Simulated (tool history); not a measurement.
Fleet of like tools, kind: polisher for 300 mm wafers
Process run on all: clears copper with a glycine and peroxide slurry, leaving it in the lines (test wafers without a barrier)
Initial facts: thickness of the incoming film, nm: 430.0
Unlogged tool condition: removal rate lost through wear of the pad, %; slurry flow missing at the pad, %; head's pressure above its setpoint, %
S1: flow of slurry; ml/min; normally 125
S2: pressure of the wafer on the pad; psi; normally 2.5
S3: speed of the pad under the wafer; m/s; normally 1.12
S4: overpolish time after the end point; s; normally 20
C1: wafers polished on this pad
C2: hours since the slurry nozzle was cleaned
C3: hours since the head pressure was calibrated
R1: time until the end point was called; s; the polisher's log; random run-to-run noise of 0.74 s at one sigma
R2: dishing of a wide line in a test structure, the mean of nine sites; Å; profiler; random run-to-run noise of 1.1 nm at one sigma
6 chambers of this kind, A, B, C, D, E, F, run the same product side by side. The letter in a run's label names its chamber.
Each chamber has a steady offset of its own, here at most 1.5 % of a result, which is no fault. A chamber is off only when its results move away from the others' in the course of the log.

{"run": "1F", "day": 0.312, "S1": 125, "S2": 2.5, "S3": 1.12, "S4": 20, "C1": 782, "C2": 103.2, "C3": 1210.1, "R1": 78.498, "R2": 494.17}
{"run": "2A", "day": 0.708, "S1": 125, "S2": 2.5, "S3": 1.12, "S4": 20, "C1": 1070, "C2": 42.5, "C3": 747.2, "R1": 77.98, "R2": 509.48}
{"day": 0.738, "done": "chamber C: worn pad replaced by a new one"}
{"day": 0.829, "done": "chamber B: worn pad replaced by a new one"}
{"run": "3B", "day": 0.971, "S1": 125, "S2": 2.5, "S3": 1.12, "S4": 20, "C1": 34, "C2": 156.9, "C3": 1237.9, "R1": 78.39, "R2": 496.96}
{"day": 1.267, "done": "chamber E: worn pad replaced by a new one"}
{"run": "4C", "day": 1.471, "S1": 125, "S2": 2.5, "S3": 1.12, "S4": 20, "C1": 175, "C2": 111.2, "C3": 679.2, "R1": 78.34, "R2": 494.29}
{"day": 1.525, "done": "chamber F: worn pad replaced by a new one"}
{"run": "5E", "day": 1.829, "S1": 125, "S2": 2.5, "S3": 1.12, "S4": 20, "C1": 134, "C2": 277.1, "C3": 158.4, "R1": 78.623, "R2": 502.99}
{"run": "6D", "day": 2.238, "S1": 125, "S2": 2.5, "S3": 1.12, "S4": 20, "C1": 1257, "C2": 227.2, "C3": 175.7, "R1": 78.474, "R2": 504.95}
{"day": 2.579, "done": "chamber A: worn pad replaced by a new one"}
{"day": 2.6, "done": "chamber D: worn pad replaced by a new one"}
{"run": "7A", "day": 2.762, "S1": 125, "S2": 2.5, "S3": 1.12, "S4": 20, "C1": 44, "C2": 91.8, "C3": 796.5, "R1": 78.213, "R2": 500.1}
{"run": "8F", "day": 3.096, "S1": 155, "S2": 3.1, "S3": 1.12, "S4": 20, "C1": 375, "C2": 170.0, "C3": 1276.9, "R1": 62.612, "R2": 562.37}
{"run": "9D", "day": 3.6, "S1": 155, "S2": 3.1, "S3": 1.12, "S4": 20, "C1": 238, "C2": 259.9, "C3": 208.4, "R1": 62.932, "R2": 579.76}
{"run": "10C", "day": 3.862, "S1": 155, "S2": 3.1, "S3": 1.12, "S4": 20, "C1": 745, "C2": 168.6, "C3": 736.6, "R1": 62.52, "R2": 570.76}
{"day": 4.179, "done": "chamber E: worn pad replaced by a new one"}
{"run": "11B", "day": 4.404, "S1": 155, "S2": 3.1, "S3": 1.12, "S4": 20, "C1": 852, "C2": 239.3, "C3": 1320.3, "R1": 63.332, "R2": 551.03}
{"run": "12E", "day": 4.925, "S1": 155, "S2": 3.1, "S3": 1.12, "S4": 20, "C1": 178, "C2": 351.4, "C3": 232.7, "R1": 62.585, "R2": 538.47}
{"day": 5.138, "done": "chamber A: head pressure recalibrated"}
{"day": 5.262, "done": "chamber D: slurry nozzle cleaned"}
{"run": "13E", "day": 5.312, "S1": 155, "S2": 3.1, "S3": 1.12, "S4": 20, "C1": 271, "C2": 360.7, "C3": 242.0, "R1": 62.472, "R2": 548.22}
{"day": 5.321, "done": "chamber B: worn pad replaced by a new one"}
{"day": 5.329, "done": "chamber C: worn pad replaced by a new one"}
{"run": "14B", "day": 5.754, "S1": 125, "S2": 2.5, "S3": 1.12, "S4": 20, "C1": 103, "C2": 271.7, "C3": 1352.7, "R1": 77.947, "R2": 501.85}
{"run": "15F", "day": 6.021, "S1": 105, "S2": 2.5, "S3": 1.12, "S4": 15, "C1": 1072, "C2": 240.2, "C3": 1347.1, "R1": 81.677, "R2": 429.42}
{"day": 6.404, "done": "chamber F: worn pad replaced by a new one"}
{"run": "16A", "day": 6.442, "S1": 105, "S2": 2.5, "S3": 1.12, "S4": 15, "C1": 921, "C2": 180.1, "C3": 31.3, "R1": 80.61, "R2": 415.94}
{"run": "17C", "day": 6.933, "S1": 105, "S2": 2.5, "S3": 1.12, "S4": 15, "C1": 383, "C2": 242.3, "C3": 810.3, "R1": 80.835, "R2": 417.19}
{"day": 7.35, "done": "chamber D: worn pad replaced by a new one"}
{"run": "18D", "day": 7.404, "S1": 105, "S2": 2.5, "S3": 1.12, "S4": 15, "C1": 13, "C2": 51.4, "C3": 299.7, "R1": 79.802, "R2": 422.32}
{"day": 7.458, "done": "chamber F: head pressure recalibrated"}
{"day": 7.675, "done": "chamber E: worn pad replaced by a new one"}
{"run": "19D", "day": 7.879, "S1": 105, "S2": 2.5, "S3": 1.12, "S4": 15, "C1": 126, "C2": 62.8, "C3": 311.1, "R1": 82.326, "R2": 422.53}
{"run": "20F", "day": 8.396, "S1": 105, "S2": 2.5, "S3": 1.12, "S4": 15, "C1": 475, "C2": 297.2, "C3": 22.6, "R1": 82.749, "R2": 416.56}
{"day": 8.625, "done": "chamber D: head pressure recalibrated"}
{"day": 8.688, "done": "chamber B: head pressure recalibrated"}
{"run": "21E", "day": 8.896, "S1": 125, "S2": 2.5, "S3": 1.12, "S4": 20, "C1": 291, "C2": 446.7, "C3": 328.0, "R1": 78.447, "R2": 489.35}
{"day": 8.95, "done": "chamber A: worn pad replaced by a new one"}
{"day": 9.096, "done": "chamber B: worn pad replaced by a new one"}
{"run": "22C", "day": 9.442, "S1": 125, "S2": 2.5, "S3": 1.12, "S4": 20, "C1": 981, "C2": 302.5, "C3": 870.5, "R1": 78.418, "R2": 490.43}
{"run": "23B", "day": 9.917, "S1": 125, "S2": 2.5, "S3": 1.12, "S4": 20, "C1": 196, "C2": 371.6, "C3": 29.6, "R1": 77.949, "R2": 489.86}
{"day": 10.35, "done": "chamber C: worn pad replaced by a new one"}
{"run": "24A", "day": 10.421, "S1": 125, "S2": 2.5, "S3": 1.12, "S4": 20, "C1": 351, "C2": 275.6, "C3": 126.8, "R1": 78.437, "R2": 498.82}
{"run": "25B", "day": 10.692, "S1": 125, "S2": 2.5, "S3": 1.12, "S4": 20, "C1": 380, "C2": 390.2, "C3": 48.2, "R1": 78.278, "R2": 484.56}
{"day": 11.0, "done": "chamber F: worn pad replaced by a new one"}
{"run": "26F", "day": 11.179, "S1": 125, "S2": 2.5, "S3": 1.12, "S4": 20, "C1": 43, "C2": 364.0, "C3": 89.4, "R1": 79.473, "R2": 498.99}
{"day": 11.25, "done": "chamber E: worn pad replaced by a new one"}
{"day": 11.254, "done": "chamber C: slurry nozzle cleaned"}
{"run": "27A", "day": 11.654, "S1": 125, "S2": 2.5, "S3": 1.12, "S4": 20, "C1": 645, "C2": 305.2, "C3": 156.4, "R1": 78.197, "R2": 508.16}
{"run": "28D", "day": 12.167, "S1": 125, "S2": 2.5, "S3": 1.12, "S4": 20, "C1": 1148, "C2": 165.7, "C3": 85.0, "R1": 77.631, "R2": 503.11}
{"day": 12.188, "done": "chamber D: worn pad replaced by a new one"}
{"day": 12.238, "done": "chamber E: slurry nozzle cleaned"}
{"run": "29E", "day": 12.654, "S1": 125, "S2": 2.5, "S3": 1.12, "S4": 20, "C1": 335, "C2": 10.0, "C3": 418.2, "R1": 76.899, "R2": 506.53}
{"day": 12.954, "done": "chamber B: worn pad replaced by a new one"}
{"run": "30C", "day": 12.996, "S1": 125, "S2": 2.5, "S3": 1.12, "S4": 20, "C1": 630, "C2": 41.9, "C3": 955.8, "R1": 77.907, "R2": 499.26}
{"run": "31D", "day": 13.462, "S1": 125, "S2": 2.5, "S3": 1.12, "S4": 20, "C1": 304, "C2": 196.8, "C3": 116.1, "R1": 79.411, "R2": 512.39}
{"day": 13.675, "done": "chamber B: slurry nozzle cleaned"}
{"run": "32F", "day": 13.792, "S1": 125, "S2": 2.5, "S3": 1.12, "S4": 20, "C1": 666, "C2": 426.7, "C3": 152.1, "R1": 78.746, "R2": 497.89}
{"run": "33E", "day": 14.296, "S1": 125, "S2": 2.5, "S3": 1.12, "S4": 20, "C1": 727, "C2": 49.4, "C3": 457.6, "R1": 78.922, "R2": 512.28}
{"day": 14.354, "done": "chamber C: head pressure recalibrated"}
{"run": "34B", "day": 14.788, "S1": 125, "S2": 2.5, "S3": 1.12, "S4": 20, "C1": 438, "C2": 26.8, "C3": 146.5, "R1": 79.36, "R2": 504.18}
{"day": 14.792, "done": "chamber A: worn pad replaced by a new one"}
{"run": "35A", "day": 15.142, "S1": 125, "S2": 2.5, "S3": 1.12, "S4": 20, "C1": 83, "C2": 388.9, "C3": 240.1, "R1": 77.833, "R2": 513.59}
{"day": 15.554, "done": "chamber C: worn pad replaced by a new one"}
{"run": "36C", "day": 15.579, "S1": 125, "S2": 2.5, "S3": 1.12, "S4": 20, "C1": 6, "C2": 103.9, "C3": 29.4, "R1": 78.358, "R2": 499.2}
{"day": 15.708, "done": "chamber A: slurry nozzle cleaned"}
{"run": "37A", "day": 15.95, "S1": 125, "S2": 2.5, "S3": 1.12, "S4": 20, "C1": 276, "C2": 5.9, "C3": 259.5, "R1": 79.142, "R2": 497.02}

For the next run the whole fleet of 6 chambers uses the same settings. Give each chamber's results:
{"run": "38A", "day": 16.362, "S1": 125, "S2": 2.5, "S3": 1.12, "S4": 20, "R1": "?", "R2": "?"}
{"run": "38B", "day": 16.362, "S1": 125, "S2": 2.5, "S3": 1.12, "S4": 20, "R1": "?", "R2": "?"}
{"run": "38C", "day": 16.362, "S1": 125, "S2": 2.5, "S3": 1.12, "S4": 20, "R1": "?", "R2": "?"}
{"run": "38D", "day": 16.362, "S1": 125, "S2": 2.5, "S3": 1.12, "S4": 20, "R1": "?", "R2": "?"}
{"run": "38E", "day": 16.362, "S1": 125, "S2": 2.5, "S3": 1.12, "S4": 20, "R1": "?", "R2": "?"}
{"run": "38F", "day": 16.362, "S1": 125, "S2": 2.5, "S3": 1.12, "S4": 20, "R1": "?", "R2": "?"}

run=38A R1=77.893 R2=500.86
run=38B R1=78.629 R2=513.47
run=38C R1=77.916 R2=494.73
run=38D R1=77.450 R2=520.06
run=38E R1=77.958 R2=490.67
run=38F R1=78.117 R2=516.81

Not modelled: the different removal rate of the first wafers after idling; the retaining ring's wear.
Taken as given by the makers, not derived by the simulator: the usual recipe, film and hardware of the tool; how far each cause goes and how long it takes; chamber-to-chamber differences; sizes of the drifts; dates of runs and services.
